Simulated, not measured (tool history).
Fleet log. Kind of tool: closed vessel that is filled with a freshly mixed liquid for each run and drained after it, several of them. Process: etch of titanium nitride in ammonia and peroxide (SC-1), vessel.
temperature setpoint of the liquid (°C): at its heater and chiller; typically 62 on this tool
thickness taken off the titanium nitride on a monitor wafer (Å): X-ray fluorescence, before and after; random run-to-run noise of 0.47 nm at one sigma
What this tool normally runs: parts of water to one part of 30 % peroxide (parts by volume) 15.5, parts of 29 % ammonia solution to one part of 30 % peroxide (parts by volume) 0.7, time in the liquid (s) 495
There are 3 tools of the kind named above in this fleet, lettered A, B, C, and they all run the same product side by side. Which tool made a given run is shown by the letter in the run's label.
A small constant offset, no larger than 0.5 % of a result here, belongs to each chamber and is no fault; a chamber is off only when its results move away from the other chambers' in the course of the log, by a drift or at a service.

| run | hour | temperature setpoint of the liquid (°C) | parts of water to one part of 30 % peroxide (parts by volume) | parts of 29 % ammonia solution to one part of 30 % peroxide (parts by volume) | time in the liquid (s) | read-back film thickness of the titanium nitride reference wafer, read on the same gauge (nm) | thickness taken off the titanium nitride on a monitor wafer (Å) |
|---|---|---|---|---|---|---|---|
| 1B | 9 | 62 | 15.5 | 0.7 | 495 | 49.996 | 528.99 |
| 2A | 17 | 62 | 15.5 | 0.7 | 495 | 50.018 | 528.73 |
| 3C | 22.5 | 62 | 15.5 | 0.7 | 495 | 49.998 | 532.72 |
| 4B | 27.2 | 62 | 15.5 | 0.7 | 495 | 50.006 | 534.06 |
| 5C | 35.9 | 62 | 15.5 | 0.7 | 495 | 50 | 531.38 |
| 6A | 44.5 | 62 | 15.5 | 0.7 | 495 | 49.997 | 530.28 |
| 7C | 49.2 | 55.5 | 15.5 | 0.7 | 670 | 49.984 | 456.98 |
| 8B | 54.5 | 55.5 | 15.5 | 0.7 | 670 | 50.003 | 461.99 |
|  | 58.5 | chamber B: ammonia flow meter replaced |
| 9A | 60.6 | 55.5 | 15.5 | 0.7 | 670 | 49.995 | 466.71 |
|  | 62.7 | chamber A: new drum of ammonia solution connected |
| 10B | 69.5 | 62 | 15.5 | 0.7 | 495 | 49.984 | 527.46 |
| 11C | 79.3 | 62 | 15.5 | 0.7 | 495 | 49.987 | 530.59 |
| 12A | 87.3 | 62 | 15.5 | 0.7 | 495 | 49.992 | 540.56 |
| 13A | 95.1 | 62 | 15.5 | 0.7 | 495 | 50.009 | 551.66 |
|  | 96.9 | chamber C: new drum of ammonia solution connected |
| 14C | 101.9 | 62 | 15.5 | 0.7 | 495 | 49.992 | 532.51 |
| 15B | 107.6 | 62 | 15.5 | 0.7 | 495 | 50.013 | 539.33 |
| 16C | 114.4 | 62 | 15.5 | 0.7 | 495 | 50.003 | 534.92 |
| 17B | 123 | 62 | 15.5 | 0.7 | 495 | 49.993 | 534.04 |
| 18A | 127.8 | 62 | 15.5 | 0.7 | 495 | 49.991 | 559.98 |
| 19A | 134.9 | 62 | 15.5 | 0.7 | 495 | 49.986 | 563.74 |
| 20B | 144 | 62 | 15.5 | 0.7 | 495 | 50.038 | 534.35 |
| 21C | 150 | 62 | 15.5 | 0.7 | 495 | 50.004 | 528.27 |
| 22B | 155.1 | 62 | 15.5 | 0.7 | 495 | 49.985 | 529.73 |
| 23A | 160.7 | 62 | 15.5 | 0.7 | 495 | 50 | 599.43 |

Which is it: a chamber that has drifted or been left off by a service, a gauge drift common to all chambers, or only each chamber's usual small offset? If a chamber is off, name it and its likeliest cause.

It is chamber A that slowly wanders off from its peers.
Likeliest cause: liquid hotter than its thermometer reads (K) = 1.64.

Below are 4 candidate recipes for chamber A's next run, each the usual settings with a change, their results shown as question marks. Which of them brings A's results back in line with what the other chambers give on the usual settings?
To be in line, a result may differ from the other chambers' mean on the usual settings by at most: thickness taken off the titanium nitride on a monitor wafer (Å) 16
| 24A-1 | 167.7 | 63.5 | 15.5 | 0.7 | 495 |  | ? |
| 24A-2 | 167.7 | 61 | 15.5 | 0.7 | 470 |  | ? |
| 24A-3 | 167.7 | 62 | 22.5 | 0.7 | 495 |  | ? |
| 24A-4 | 167.7 | 62 | 10.5 | 0.7 | 495 |  | ? |

Mean of the other chambers on the usual settings: thickness taken off the titanium nitride on a monitor wafer (Å) 530.82
| run | thickness taken off the titanium nitride on a monitor wafer (Å) |
|---|---|
| 24A-1 | 654.57 |
| 24A-2 | 528.19 |
| 24A-3 | 484.41 |
| 24A-4 | 727.94 |
24A-2 puts the chamber back in line with the other chambers.
